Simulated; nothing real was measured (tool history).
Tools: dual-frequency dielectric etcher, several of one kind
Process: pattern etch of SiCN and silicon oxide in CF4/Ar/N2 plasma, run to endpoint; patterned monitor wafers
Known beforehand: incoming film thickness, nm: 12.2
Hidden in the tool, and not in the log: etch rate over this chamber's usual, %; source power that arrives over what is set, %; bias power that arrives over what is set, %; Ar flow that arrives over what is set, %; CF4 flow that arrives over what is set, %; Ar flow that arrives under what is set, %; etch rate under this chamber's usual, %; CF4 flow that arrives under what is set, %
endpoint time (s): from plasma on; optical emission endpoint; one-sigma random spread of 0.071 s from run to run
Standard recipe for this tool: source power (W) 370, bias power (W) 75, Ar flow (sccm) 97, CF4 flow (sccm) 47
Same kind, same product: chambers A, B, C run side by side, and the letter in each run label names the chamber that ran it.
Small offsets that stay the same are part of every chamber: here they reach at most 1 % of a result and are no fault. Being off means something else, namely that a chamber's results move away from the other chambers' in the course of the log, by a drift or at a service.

run	hour	source power (W)	bias power (W)	Ar flow (sccm)	CF4 flow (sccm)	hours since the last wet clean	hours since the last source power generator calibration	hours since the last bias power generator calibration	hours since the last Ar flow controller change	hours since the last CF4 flow controller change	endpoint time (s)
# hour 1.3: chamber A: bias power generator calibrated
1B	10.6	370	75	97	47	102.6	2991.5	2161.3	1673	3002.3	17.553
2A	18.5	370	75	97	47	654.4	1030.8	17.2	2993.2	3309.7	17.483
# hour 26.2: chamber A: wet clean of the chamber
3C	27	370	75	97	47	172.2	368.5	841.4	2463	1632.3	17.583
4A	34.6	370	75	97	47	8.4	1046.9	33.3	3009.3	3325.8	17.487
5C	45.5	370	75	97	47	190.7	387	859.9	2481.5	1650.8	17.544
6B	55.8	370	75	97	47	147.8	3036.7	2206.5	1718.2	3047.5	17.516
7B	62.3	370	75	97	47	154.3	3043.2	2213	1724.7	3054	17.436
8A	74.7	370	75	97	47	48.5	1087	73.4	3049.4	3365.9	17.568
9C	81.6	370	75	88	47	226.8	423.1	896	2517.6	1686.9	17.458
10B	88.2	370	75	88	47	180.2	3069.1	2238.9	1750.6	3079.9	17.083
11C	98.2	370	75	88	47	243.4	439.7	912.6	2534.2	1703.5	17.514
12A	107.5	370	75	97	47	81.3	1119.8	106.2	3082.2	3398.7	17.64
13A	117.9	370	75	97	47	91.7	1130.2	116.6	3092.6	3409.1	17.638
14C	131.5	370	63	97	47	276.7	473	945.9	2567.5	1736.8	19.015
15B	140.7	370	63	97	47	232.7	3121.6	2291.4	1803.1	3132.4	18.566
16B	149.7	370	63	97	47	241.7	3130.6	2300.4	1812.1	3141.4	18.532
17A	156.8	370	75	97	47	130.6	1169.1	155.5	3131.5	3448	17.585
18C	168.7	370	75	97	47	313.9	510.2	983.1	2604.7	1774	18.147
19A	179.9	370	75	97	47	153.7	1192.2	178.6	3154.6	3471.1	17.449
20C	190.7	370	75	97	47	335.9	532.2	1005.1	2626.7	1796	17.975
21B	201	370	75	97	47	293	3181.9	2351.7	1863.4	3192.7	17.353
22C	210.6	370	75	97	47	355.8	552.1	1025	2646.6	1815.9	18.122
23A	220.8	410	75	77	47	194.6	1233.1	219.5	3195.5	3512	15.363

Is one chamber out of step, is the gauge drifting, or do the chambers differ by no more than their own small offsets? For an off chamber, give its letter and the likeliest cause.

Little by little, chamber C moves away from the other chambers.
Most likely cause: etch rate under this chamber's usual, % = 3.71.
The log might look much the same if the cause were instead: source power that arrives under what is set, %.

Which of the 4 candidates below, each the usual settings with something changed and its results left as question marks, puts chamber C back in line with what the other chambers give on the usual settings?
To be in line, a result may differ from the other chambers' mean on the usual settings by at most: endpoint time (s) 0.25
24C-1	231.1	390	76	97	47						?
24C-2	231.1	370	72	97	47						?
24C-3	231.1	370	77	96	48						?
24C-4	231.1	350	75	97	47						?

The other chambers' mean on the usual settings: endpoint time (s) 17.477
run	endpoint time (s)
24C-1	17.419
24C-2	18.588
24C-3	18.051
24C-4	19.209
The answer is 24C-1, which returns the chamber to within the allowed miss of the others.
